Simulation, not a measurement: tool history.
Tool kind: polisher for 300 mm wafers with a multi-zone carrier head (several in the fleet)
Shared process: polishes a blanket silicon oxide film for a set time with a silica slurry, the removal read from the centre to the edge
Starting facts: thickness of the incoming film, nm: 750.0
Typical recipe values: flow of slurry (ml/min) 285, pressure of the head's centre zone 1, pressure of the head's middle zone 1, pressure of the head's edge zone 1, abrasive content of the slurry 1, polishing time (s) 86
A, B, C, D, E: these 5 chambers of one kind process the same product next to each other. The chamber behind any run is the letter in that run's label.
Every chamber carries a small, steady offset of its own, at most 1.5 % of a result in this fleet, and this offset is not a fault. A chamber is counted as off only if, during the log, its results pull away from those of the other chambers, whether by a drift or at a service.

run,hour,flow of slurry (ml/min),pressure of the head's centre zone,pressure of the head's middle zone,pressure of the head's edge zone,abrasive content of the slurry,polishing time (s),wafers polished on this pad,hours since the slurry nozzle was cleaned,hours since the centre zone pressure was calibrated,hours since the edge zone pressure was calibrated,film removed at the wafer's centre (Å),film removed at mid-radius (Å),film removed at the wafer's edge (Å)
# hour 6.6: chamber D: centre zone pressure recalibrated
1A,11.6,285,1,1,1,1,86,645,192.6,345.1,255.6,1980.1,1966.6,1985.7
# hour 13.4: chamber A: worn pad replaced by a new one
2D,26.8,285,1,1,1,1,86,452,410.8,20.3,309.8,1947.5,1931.5,1925.5
3C,35.1,285,1,1,1,1,86,651,327.3,61.8,185.4,1939,1905,1996.3
4E,42.4,285,1,1,1,1,86,678,333.7,191.1,503.1,1974,1940.3,1941.3
5B,55.5,285,1,1,1,1,86,594,107,329.9,172.9,1982.2,1958.6,1964.2
6A,65.4,285,0.89,1,1,1,60,315,246.4,398.9,309.4,1162.1,1380.6,1335.2
# hour 69.2: chamber E: edge zone pressure recalibrated
# hour 79.6: chamber D: slurry nozzle cleaned
7E,80,285,0.89,1,1,1,60,906,371.3,228.7,10.9,1202.9,1392,1353.9
8D,87.9,285,0.89,1,1,1,60,823,8.4,81.4,370.9,1217.5,1368.1,1348.2
9B,95.7,285,0.89,1,1,1,60,838,147.2,370.1,213.1,1186.8,1348.1,1381.6
# hour 96.1: chamber E: worn pad replaced by a new one
# hour 97.9: chamber B: worn pad replaced by a new one
10C,106.5,285,0.89,1,1,1,60,1084,398.7,133.2,256.8,1156.4,1315.5,1359.4
# hour 110.9: chamber A: worn pad replaced by a new one
11D,121,285,1,1,1,1,86,1024,41.5,114.5,404,1940.2,1912.5,1916.4
# hour 125.9: chamber C: worn pad replaced by a new one
12C,134.3,285,1,1,1,1,86,51,426.5,161,284.6,1930.4,1931.5,1942.1
13A,149.4,285,1,1,1,1,86,233,330.4,482.9,393.4,1935.8,1952.2,1919
14B,161.2,285,1,1,1,1,86,384,212.7,435.6,278.6,1937.4,1938.9,1919
# hour 167.4: chamber B: slurry nozzle cleaned
# hour 170.4: chamber B: centre zone pressure recalibrated
15E,176.5,285,1,1,1,1,86,488,467.8,325.2,107.4,1943.3,1944.9,1948.8
16C,183.6,285,1,1,1,1,86,350,475.8,210.3,333.9,1948,1921.3,1911.1
# hour 184.1: chamber E: centre zone pressure recalibrated
17D,194.3,285,1,1,1,1,86,1469,114.8,187.8,477.3,1900.1,1870.4,1857.2
18B,203.9,285,1,1,1,1,86,643,36.6,33.6,321.3,1938,1945,1970.5
19A,213.5,285,1,1,1,1,86,622,394.5,547,457.5,1943.6,1934.8,1935.2
# hour 223.7: chamber B: worn pad replaced by a new one
20E,227.3,285,1,1,1,1,86,796,518.6,43.2,158.2,1918.8,1933.4,1947.6
21D,234.6,285,1,1,1,1,86,1713,155.1,228.1,517.6,1890.4,1848,1825.8
# hour 240.4: chamber A: worn pad replaced by a new one
22A,242.3,285,1,1,1,1,86,11,423.3,575.8,486.3,1919.5,1947.5,1919.7
# hour 251.4: chamber A: slurry nozzle cleaned
23B,255.9,285,1,1,1,1,86,195,88.6,85.6,373.3,1981.1,1981.4,1942.1
# hour 264.6: chamber E: worn pad replaced by a new one
24E,265.3,285,1,1,1,1,86,4,556.6,81.2,196.2,1934.7,1946.2,1944.7
25C,275,285,1,1,1,1,86,904,567.2,301.7,425.3,1940.7,1936.5,2008.2
# hour 287.5: chamber B: edge zone pressure recalibrated
26E,288.7,285,1,1,1,1,86,146,580,104.6,219.6,1963.7,1982,1917.2
27C,296.4,285,1,1,1,1,86,1034,588.6,323.1,446.7,1932.7,1888.4,1907.6
28D,304.3,285,1,1,1,1,86,2136,224.8,297.8,587.3,1787.6,1834.8,1807.2
29B,318.5,285,1,1,1,1,86,575,151.2,148.2,31.1,2010,1955.1,1968.7
30A,330.7,215,1,1.04,1,1,86,548,79.4,664.2,574.7,1840.4,1977.9,1893.7
31A,345,215,1,1.04,1,1,86,635,93.7,678.5,589,1887.4,1952.4,1872
32D,359.2,215,1,1.04,1,1,86,2469,279.7,352.7,642.2,1715.4,1762.1,1740.7

Is one chamber out of step, is the gauge drifting, or do the chambers differ by no more than their own small offsets? For an off chamber, give its letter and the likeliest cause.

One chamber, D, drifts off from the rest bit by bit.
Most likely cause: removal rate lost through wear of the pad, % = 9.36.

Which of the 4 candidates below, each the usual settings with something changed and its results left as question marks, puts chamber D back in line with what the other chambers give on the usual settings?
To be in line, a result may differ from the other chambers' mean on the usual settings by at most: film removed at the wafer's centre (Å) 79; film removed at mid-radius (Å) 85; film removed at the wafer's edge (Å) 84
33D-1,370.7,285,1.01,1.01,0.98,0.95,73,,,,,?,?,?
33D-2,370.7,285,0.99,1,1.01,1.05,94,,,,,?,?,?
33D-3,370.7,285,1.01,1.01,0.99,0.95,79,,,,,?,?,?
33D-4,370.7,285,0.98,1,1.02,1.05,100,,,,,?,?,?

The mean the other chambers reach with the usual settings: film removed at the wafer's centre (Å) 1947.4; film removed at mid-radius (Å) 1945.9; film removed at the wafer's edge (Å) 1942.5
run,film removed at the wafer's centre (Å),film removed at mid-radius (Å),film removed at the wafer's edge (Å)
33D-1,1489.5,1475.3,1432.3
33D-2,1963.2,1969.8,1960.9
33D-3,1611.9,1596.5,1558.3
33D-4,2065.4,2095.6,2097
The right change is 33D-2: it brings the chamber back within the allowed miss of the others.
